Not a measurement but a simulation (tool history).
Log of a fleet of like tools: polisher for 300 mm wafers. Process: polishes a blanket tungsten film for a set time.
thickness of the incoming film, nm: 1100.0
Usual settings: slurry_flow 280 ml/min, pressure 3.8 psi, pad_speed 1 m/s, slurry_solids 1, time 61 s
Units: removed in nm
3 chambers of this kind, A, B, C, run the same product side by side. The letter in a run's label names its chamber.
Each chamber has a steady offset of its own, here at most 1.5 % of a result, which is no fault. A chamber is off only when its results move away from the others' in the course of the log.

| run | hour | slurry_flow | pressure | pad_speed | slurry_solids | time | removed |
|---|---|---|---|---|---|---|---|
| 1C | 7.8 | 280 | 3.8 | 1 | 1 | 61 | 267.42 |
| 2B | 14.1 | 280 | 3.8 | 1 | 1 | 61 | 265.29 |
|  | 17.1 | chamber B: slurry tank refilled with fresh slurry and peroxide |
| 3A | 21.3 | 280 | 3.8 | 1 | 1 | 61 | 258.07 |
| 4B | 26.3 | 280 | 3.8 | 1 | 1 | 61 | 261.25 |
|  | 28.8 | chamber C: worn pad replaced by a new one |
| 5A | 32.9 | 280 | 3.8 | 1 | 1 | 61 | 259.36 |
| 6C | 41.1 | 280 | 3.8 | 1 | 1 | 61 | 268.28 |
|  | 41.5 | chamber C: slurry blender recalibrated |
| 7C | 47 | 280 | 3.8 | 1 | 1 | 61 | 267.39 |
| 8A | 53 | 280 | 3.8 | 1 | 1 | 61 | 265.36 |
| 9B | 57.4 | 280 | 3.8 | 1 | 1 | 61 | 265.12 |
| 10B | 61.7 | 280 | 3.8 | 1 | 1 | 61 | 265.61 |
|  | 64.1 | chamber A: worn pad replaced by a new one |
| 11C | 66.9 | 280 | 3.8 | 1 | 1 | 61 | 264.1 |
|  | 68.1 | chamber B: slurry tank refilled with fresh slurry and peroxide |
| 12A | 74.5 | 280 | 3.8 | 1 | 1 | 61 | 261.37 |
| 13A | 81 | 280 | 3.8 | 1 | 1 | 61 | 269.12 |
|  | 83.2 | chamber C: slurry tank refilled with fresh slurry and peroxide |
| 14C | 86.4 | 280 | 3.8 | 1 | 1 | 61 | 256.77 |
| 15B | 95.9 | 280 | 3.8 | 1 | 1 | 61 | 267.23 |
|  | 97.7 | chamber B: slurry nozzle cleaned |
| 16C | 105 | 280 | 3.8 | 1 | 1 | 61 | 265.22 |
| 17A | 111.7 | 280 | 3.8 | 1 | 1 | 61 | 251.79 |
| 18B | 117 | 280 | 3.8 | 1 | 1 | 61 | 265.41 |
|  | 117.4 | chamber B: worn pad replaced by a new one |
|  | 124.7 | chamber B: slurry tank refilled with fresh slurry and peroxide |
| 19B | 125.5 | 280 | 3.8 | 1 | 1 | 61 | 268.59 |
| 20C | 130.9 | 280 | 3.8 | 1 | 1.25 | 54 | 253.62 |
| 21A | 138.5 | 280 | 3.8 | 1 | 1.25 | 54 | 238.53 |
| 22C | 144.4 | 280 | 3.8 | 1 | 1.25 | 54 | 251.57 |
| 23B | 150.7 | 280 | 3.8 | 1 | 1 | 61 | 277.77 |
| 24A | 156.6 | 280 | 3.3 | 1 | 1 | 61 | 207.41 |
|  | 158.9 | chamber A: head pressure recalibrated |
| 25C | 165.6 | 280 | 3.3 | 1 | 1 | 61 | 226.48 |
|  | 167.9 | chamber B: slurry tank refilled with fresh slurry and peroxide |
|  | 170.6 | chamber A: worn pad replaced by a new one |
| 26B | 171 | 280 | 3.3 | 1 | 1 | 61 | 232.74 |
| 27A | 180 | 280 | 3.8 | 1 | 1 | 61 | 247.51 |

What goes on in this fleet: one chamber off, a drifting gauge, or nothing beyond the chambers' own small offsets? Name the chamber and the cause, if any.

Chamber A drifts away from the others.
Cause: peroxide lost from the slurry, % = 19.7.
The log may not tell that from: abrasive missing from the slurry, %.

Here are 4 candidates for chamber A's next run, each the usual settings with a change, their results left as question marks. Which one brings its results back in line with what the others give on the usual settings?
In line means no further than this from the other chambers' mean on the usual settings: removed 13 nm
| 28A-1 | 186.9 | 280 | 4 | 1 | 1 | 64 | ? |
| 28A-2 | 186.9 | 280 | 3.7 | 0.96 | 1 | 59 | ? |
| 28A-3 | 186.9 | 280 | 3.8 | 1.16 | 1.05 | 61 | ? |
| 28A-4 | 186.9 | 280 | 3.2 | 1 | 1 | 61 | ? |

The other chambers' mean on the usual settings: removed 264.85 nm
| run | removed |
|---|---|
| 28A-1 | 266.08 |
| 28A-2 | 218.12 |
| 28A-3 | 282.77 |
| 28A-4 | 203.61 |
28A-1 brings the chamber back in line.

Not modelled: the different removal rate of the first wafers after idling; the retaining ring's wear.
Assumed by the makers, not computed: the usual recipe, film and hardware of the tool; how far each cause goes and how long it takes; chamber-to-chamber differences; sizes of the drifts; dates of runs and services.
